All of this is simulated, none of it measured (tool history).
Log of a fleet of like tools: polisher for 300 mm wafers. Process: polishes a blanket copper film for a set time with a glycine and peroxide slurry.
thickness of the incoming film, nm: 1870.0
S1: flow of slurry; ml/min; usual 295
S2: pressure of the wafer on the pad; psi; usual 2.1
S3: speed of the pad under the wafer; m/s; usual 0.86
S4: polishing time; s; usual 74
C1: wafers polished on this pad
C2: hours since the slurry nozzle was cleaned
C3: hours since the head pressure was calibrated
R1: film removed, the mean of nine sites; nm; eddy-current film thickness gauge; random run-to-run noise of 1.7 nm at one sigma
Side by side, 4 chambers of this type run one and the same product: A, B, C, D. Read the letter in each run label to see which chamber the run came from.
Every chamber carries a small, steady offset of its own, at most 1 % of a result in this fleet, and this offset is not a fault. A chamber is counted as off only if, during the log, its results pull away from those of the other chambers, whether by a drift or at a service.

{"hour": 0.2, "done": "chamber D: worn pad replaced by a new one"}
{"run": "1A", "hour": 9.1, "S1": 295, "S2": 2.1, "S3": 0.86, "S4": 74, "C1": 607, "C2": 627.5, "C3": 219.6, "R1": 241.52}
{"run": "2C", "hour": 15.8, "S1": 295, "S2": 2.1, "S3": 0.86, "S4": 74, "C1": 390, "C2": 623.6, "C3": 27.4, "R1": 238.85}
{"hour": 19.2, "done": "chamber B: worn pad replaced by a new one"}
{"run": "3D", "hour": 22.3, "S1": 295, "S2": 2.1, "S3": 0.86, "S4": 74, "C1": 161, "C2": 100.5, "C3": 173.3, "R1": 237.84}
{"run": "4B", "hour": 28.4, "S1": 295, "S2": 2.1, "S3": 0.86, "S4": 74, "C1": 67, "C2": 144.7, "C3": 225.4, "R1": 238.67}
{"run": "5D", "hour": 37.3, "S1": 295, "S2": 2.1, "S3": 0.86, "S4": 74, "C1": 270, "C2": 115.5, "C3": 188.3, "R1": 240.22}
{"run": "6B", "hour": 45.6, "S1": 295, "S2": 1.9, "S3": 0.86, "S4": 74, "C1": 192, "C2": 161.9, "C3": 242.6, "R1": 223.74}
{"run": "7C", "hour": 50.9, "S1": 295, "S2": 1.9, "S3": 0.86, "S4": 74, "C1": 646, "C2": 658.7, "C3": 62.5, "R1": 220.93}
{"hour": 56.0, "done": "chamber A: slurry nozzle cleaned"}
{"run": "8A", "hour": 56.7, "S1": 295, "S2": 1.9, "S3": 0.86, "S4": 74, "C1": 953, "C2": 0.7, "C3": 267.2, "R1": 222.38}
{"run": "9A", "hour": 63.2, "S1": 295, "S2": 1.9, "S3": 0.86, "S4": 74, "C1": 1001, "C2": 7.2, "C3": 273.7, "R1": 218.98}
{"run": "10D", "hour": 70.2, "S1": 295, "S2": 2.7, "S3": 0.86, "S4": 51, "C1": 510, "C2": 148.4, "C3": 221.2, "R1": 198.57}
{"run": "11B", "hour": 76.4, "S1": 295, "S2": 2.7, "S3": 0.86, "S4": 51, "C1": 417, "C2": 192.7, "C3": 273.4, "R1": 201.57}
{"run": "12C", "hour": 84.2, "S1": 295, "S2": 2.7, "S3": 0.86, "S4": 51, "C1": 889, "C2": 692.0, "C3": 95.8, "R1": 200.07}
{"run": "13B", "hour": 92.4, "S1": 295, "S2": 2.7, "S3": 0.86, "S4": 51, "C1": 533, "C2": 208.7, "C3": 289.4, "R1": 199.69}
{"hour": 92.9, "done": "chamber C: slurry nozzle cleaned"}
{"run": "14D", "hour": 98.5, "S1": 295, "S2": 2.1, "S3": 0.86, "S4": 74, "C1": 716, "C2": 176.7, "C3": 249.5, "R1": 236.01}
{"run": "15C", "hour": 105.6, "S1": 295, "S2": 2.1, "S3": 0.86, "S4": 74, "C1": 1044, "C2": 12.8, "C3": 117.2, "R1": 239.69}
{"run": "16A", "hour": 112.9, "S1": 295, "S2": 2.1, "S3": 0.86, "S4": 74, "C1": 1363, "C2": 56.9, "C3": 323.4, "R1": 230.88}
{"run": "17A", "hour": 123.0, "S1": 295, "S2": 2.1, "S3": 0.86, "S4": 74, "C1": 1436, "C2": 67.0, "C3": 333.5, "R1": 231.7}
{"run": "18C", "hour": 128.4, "S1": 295, "S2": 2.1, "S3": 0.86, "S4": 94, "C1": 1211, "C2": 35.6, "C3": 140.0, "R1": 302.96}
{"hour": 132.7, "done": "chamber B: worn pad replaced by a new one"}
{"run": "19B", "hour": 134.5, "S1": 295, "S2": 2.1, "S3": 0.86, "S4": 94, "C1": 13, "C2": 250.8, "C3": 331.5, "R1": 306.97}
{"run": "20D", "hour": 142.9, "S1": 295, "S2": 2.1, "S3": 0.86, "S4": 94, "C1": 1039, "C2": 221.1, "C3": 293.9, "R1": 304.44}
{"run": "21D", "hour": 150.1, "S1": 295, "S2": 2.1, "S3": 0.86, "S4": 94, "C1": 1092, "C2": 228.3, "C3": 301.1, "R1": 304.99}
{"hour": 152.3, "done": "chamber C: worn pad replaced by a new one"}
{"run": "22B", "hour": 154.9, "S1": 295, "S2": 2.1, "S3": 1.1, "S4": 63, "C1": 162, "C2": 271.2, "C3": 351.9, "R1": 247.64}
{"run": "23A", "hour": 164.3, "S1": 295, "S2": 2.1, "S3": 1.1, "S4": 63, "C1": 1737, "C2": 108.3, "C3": 374.8, "R1": 234.55}
{"run": "24C", "hour": 171.0, "S1": 295, "S2": 2.1, "S3": 1.1, "S4": 63, "C1": 136, "C2": 78.2, "C3": 182.6, "R1": 248.71}
{"run": "25A", "hour": 179.6, "S1": 295, "S2": 2.1, "S3": 1.1, "S4": 63, "C1": 1849, "C2": 123.6, "C3": 390.1, "R1": 236.92}
{"run": "26B", "hour": 187.3, "S1": 295, "S2": 2.1, "S3": 0.86, "S4": 74, "C1": 398, "C2": 303.6, "C3": 384.3, "R1": 242.37}

Predict what each chamber gives when all 4 of them run the settings below next.
{"run": "27A", "hour": 194.7, "S1": 295, "S2": 1.6, "S3": 0.86, "S4": 74, "R1": "?"}
{"run": "27B", "hour": 194.7, "S1": 295, "S2": 1.6, "S3": 0.86, "S4": 74, "R1": "?"}
{"run": "27C", "hour": 194.7, "S1": 295, "S2": 1.6, "S3": 0.86, "S4": 74, "R1": "?"}
{"run": "27D", "hour": 194.7, "S1": 295, "S2": 1.6, "S3": 0.86, "S4": 74, "R1": "?"}

run=27A R1=187.02
run=27B R1=195.74
run=27C R1=193.86
run=27D R1=198.42
